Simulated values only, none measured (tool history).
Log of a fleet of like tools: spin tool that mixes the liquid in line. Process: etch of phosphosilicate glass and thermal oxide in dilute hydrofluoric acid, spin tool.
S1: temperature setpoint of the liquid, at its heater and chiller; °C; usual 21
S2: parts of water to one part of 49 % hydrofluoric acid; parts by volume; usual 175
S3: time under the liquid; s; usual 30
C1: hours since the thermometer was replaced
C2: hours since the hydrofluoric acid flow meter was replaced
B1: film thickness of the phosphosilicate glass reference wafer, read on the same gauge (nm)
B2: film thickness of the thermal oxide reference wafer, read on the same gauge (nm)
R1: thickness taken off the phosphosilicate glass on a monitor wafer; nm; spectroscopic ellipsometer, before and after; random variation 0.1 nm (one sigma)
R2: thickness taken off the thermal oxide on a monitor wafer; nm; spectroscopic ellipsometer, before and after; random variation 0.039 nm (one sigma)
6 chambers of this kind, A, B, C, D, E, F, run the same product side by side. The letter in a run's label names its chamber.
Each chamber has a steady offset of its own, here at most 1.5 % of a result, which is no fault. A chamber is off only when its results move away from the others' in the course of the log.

run 1E hour=11.3 | S1=21 S2=175 S3=30 | C1=30.1 C2=726.8 | B1=110.01 B2=49.983 | R1=16.404 R2=0.66181
run 2B hour=18.8 | S1=21 S2=175 S3=30 | C1=946.3 C2=105.3 | B1=109.96 B2=50.012 | R1=16.542 R2=0.61380
run 3A hour=26.8 | S1=21 S2=175 S3=30 | C1=1051.6 C2=1324.6 | B1=109.99 B2=50.002 | R1=16.551 R2=0.67139
run 4D hour=40.0 | S1=21 S2=175 S3=30 | C1=1921.7 C2=396.4 | B1=110.02 B2=50.001 | R1=16.575 R2=0.64333
run 5C hour=51.6 | S1=21 S2=175 S3=30 | C1=779.4 C2=1430.0 | B1=110.02 B2=50.002 | R1=16.524 R2=0.63887
-- hour=59.9 chamber E: hydrofluoric acid flow meter replaced
run 6F hour=65.1 | S1=21 S2=175 S3=30 | C1=217.9 C2=1300.6 | B1=110.01 B2=50.000 | R1=16.332 R2=0.65420
run 7D hour=73.0 | S1=21 S2=175 S3=30 | C1=1954.7 C2=429.4 | B1=109.98 B2=50.013 | R1=16.472 R2=0.61242
run 8B hour=82.3 | S1=21 S2=175 S3=30 | C1=1009.8 C2=168.8 | B1=109.99 B2=49.972 | R1=16.514 R2=0.64073
-- hour=90.2 chamber F: hydrofluoric acid flow meter replaced
run 9F hour=95.2 | S1=21 S2=175 S3=30 | C1=248.0 C2=5.1 | B1=110.01 B2=49.984 | R1=16.466 R2=0.64186
run 10E hour=103.4 | S1=21 S2=175 S3=30 | C1=122.2 C2=43.5 | B1=110.01 B2=49.987 | R1=16.658 R2=0.67221
-- hour=113.1 chamber B: thermometer replaced
run 11A hour=114.1 | S1=21 S2=175 S3=30 | C1=1138.9 C2=1411.9 | B1=109.99 B2=49.991 | R1=16.563 R2=0.66620
run 12C hour=121.9 | S1=21 S2=175 S3=30 | C1=849.7 C2=1500.3 | B1=110.02 B2=50.007 | R1=16.607 R2=0.65406
run 13A hour=131.3 | S1=21 S2=175 S3=30 | C1=1156.1 C2=1429.1 | B1=109.98 B2=49.992 | R1=16.384 R2=0.64683
run 14B hour=140.8 | S1=21 S2=175 S3=30 | C1=27.7 C2=227.3 | B1=110.02 B2=49.962 | R1=16.554 R2=0.73466
run 15C hour=150.6 | S1=21 S2=175 S3=30 | C1=878.4 C2=1529.0 | B1=109.99 B2=49.984 | R1=16.543 R2=0.68607
run 16E hour=157.8 | S1=21 S2=135 S3=20 | C1=176.6 C2=97.9 | B1=110.00 B2=50.035 | R1=14.831 R2=0.58733
run 17D hour=164.9 | S1=21 S2=135 S3=20 | C1=2046.6 C2=521.3 | B1=110.00 B2=50.015 | R1=14.736 R2=0.63240
run 18F hour=177.9 | S1=21 S2=135 S3=20 | C1=330.7 C2=87.8 | B1=110.00 B2=49.976 | R1=14.720 R2=0.58440
run 19D hour=184.9 | S1=21 S2=135 S3=20 | C1=2066.6 C2=541.3 | B1=110.00 B2=49.993 | R1=14.718 R2=0.59851
run 20A hour=198.1 | S1=21 S2=135 S3=20 | C1=1222.9 C2=1495.9 | B1=109.99 B2=49.989 | R1=14.858 R2=0.54224
run 21C hour=205.0 | S1=21 S2=135 S3=20 | C1=932.8 C2=1583.4 | B1=109.96 B2=50.006 | R1=14.904 R2=0.61287
run 22F hour=215.0 | S1=21 S2=175 S3=30 | C1=367.8 C2=124.9 | B1=110.01 B2=50.020 | R1=16.174 R2=0.66417
run 23B hour=230.3 | S1=21 S2=175 S3=30 | C1=117.2 C2=316.8 | B1=110.01 B2=50.019 | R1=16.679 R2=0.71673
run 24E hour=243.2 | S1=21 S2=175 S3=30 | C1=262.0 C2=183.3 | B1=110.00 B2=49.989 | R1=16.665 R2=0.66797
run 25A hour=258.1 | S1=21 S2=175 S3=30 | C1=1282.9 C2=1555.9 | B1=109.98 B2=49.993 | R1=16.360 R2=0.65539
run 26D hour=269.1 | S1=21 S2=175 S3=30 | C1=2150.8 C2=625.5 | B1=109.99 B2=50.013 | R1=16.528 R2=0.64300
run 27C hour=275.9 | S1=21 S2=175 S3=30 | C1=1003.7 C2=1654.3 | B1=110.00 B2=49.991 | R1=16.573 R2=0.68102
run 28B hour=289.2 | S1=21 S2=175 S3=30 | C1=176.1 C2=375.7 | B1=110.01 B2=50.046 | R1=16.323 R2=0.69790
run 29F hour=304.5 | S1=21 S2=110 S3=40 | C1=457.3 C2=214.4 | B1=110.01 B2=49.979 | R1=37.026 R2=1.74560
run 30E hour=312.4 | S1=21 S2=110 S3=40 | C1=331.2 C2=252.5 | B1=110.03 B2=50.026 | R1=37.703 R2=1.59620
run 31E hour=323.7 | S1=21 S2=110 S3=40 | C1=342.5 C2=263.8 | B1=109.98 B2=49.999 | R1=37.708 R2=1.66040
run 32C hour=337.8 | S1=21 S2=110 S3=40 | C1=1065.6 C2=1716.2 | B1=110.01 B2=50.027 | R1=37.385 R2=1.52230
run 33B hour=345.2 | S1=21 S2=110 S3=40 | C1=232.1 C2=431.7 | B1=110.00 B2=49.969 | R1=37.929 R2=1.58210
run 34A hour=355.4 | S1=21 S2=110 S3=40 | C1=1380.2 C2=1653.2 | B1=110.02 B2=49.990 | R1=37.677 R2=1.54000
run 35F hour=367.9 | S1=21 S2=175 S3=30 | C1=520.7 C2=277.8 | B1=110.00 B2=50.006 | R1=16.388 R2=0.69932
run 36D hour=378.5 | S1=21 S2=175 S3=30 | C1=2260.2 C2=734.9 | B1=110.00 B2=50.007 | R1=16.465 R2=0.69188
run 37E hour=392.6 | S1=21 S2=175 S3=30 | C1=411.4 C2=332.7 | B1=109.96 B2=50.018 | R1=16.563 R2=0.66220
run 38B hour=405.2 | S1=21 S2=175 S3=30 | C1=292.1 C2=491.7 | B1=110.00 B2=50.002 | R1=16.563 R2=0.65557
-- hour=419.3 chamber C: hydrofluoric acid flow meter replaced
run 39D hour=420.5 | S1=21 S2=175 S3=30 | C1=2302.2 C2=776.9 | B1=109.99 B2=50.009 | R1=16.412 R2=0.66299
run 40C hour=434.8 | S1=21 S2=175 S3=30 | C1=1162.6 C2=15.6 | B1=109.99 B2=49.991 | R1=16.588 R2=0.62049
run 41A hour=443.8 | S1=21 S2=175 S3=30 | C1=1468.6 C2=1741.6 | B1=110.00 B2=49.973 | R1=16.456 R2=0.65470
run 42F hour=453.3 | S1=21 S2=175 S3=30 | C1=606.1 C2=363.2 | B1=110.02 B2=50.002 | R1=16.360 R2=0.65835
run 43A hour=465.8 | S1=21 S2=175 S3=30 | C1=1490.6 C2=1763.6 | B1=109.99 B2=50.022 | R1=16.451 R2=0.69690

Next, every chamber runs the same settings. What will each give?
run 44A hour=476.8 | S1=21 S2=175 S3=20 | R1=? R2=?
run 44B hour=476.8 | S1=21 S2=175 S3=20 | R1=? R2=?
run 44C hour=476.8 | S1=21 S2=175 S3=20 | R1=? R2=?
run 44D hour=476.8 | S1=21 S2=175 S3=20 | R1=? R2=?
run 44E hour=476.8 | S1=21 S2=175 S3=20 | R1=? R2=?
run 44F hour=476.8 | S1=21 S2=175 S3=20 | R1=? R2=?

run=44A R1=11.076 R2=0.42756
run=44B R1=10.911 R2=0.44723
run=44C R1=11.049 R2=0.45817
run=44D R1=11.047 R2=0.48609
run=44E R1=10.990 R2=0.44787
run=44F R1=10.716 R2=0.49442
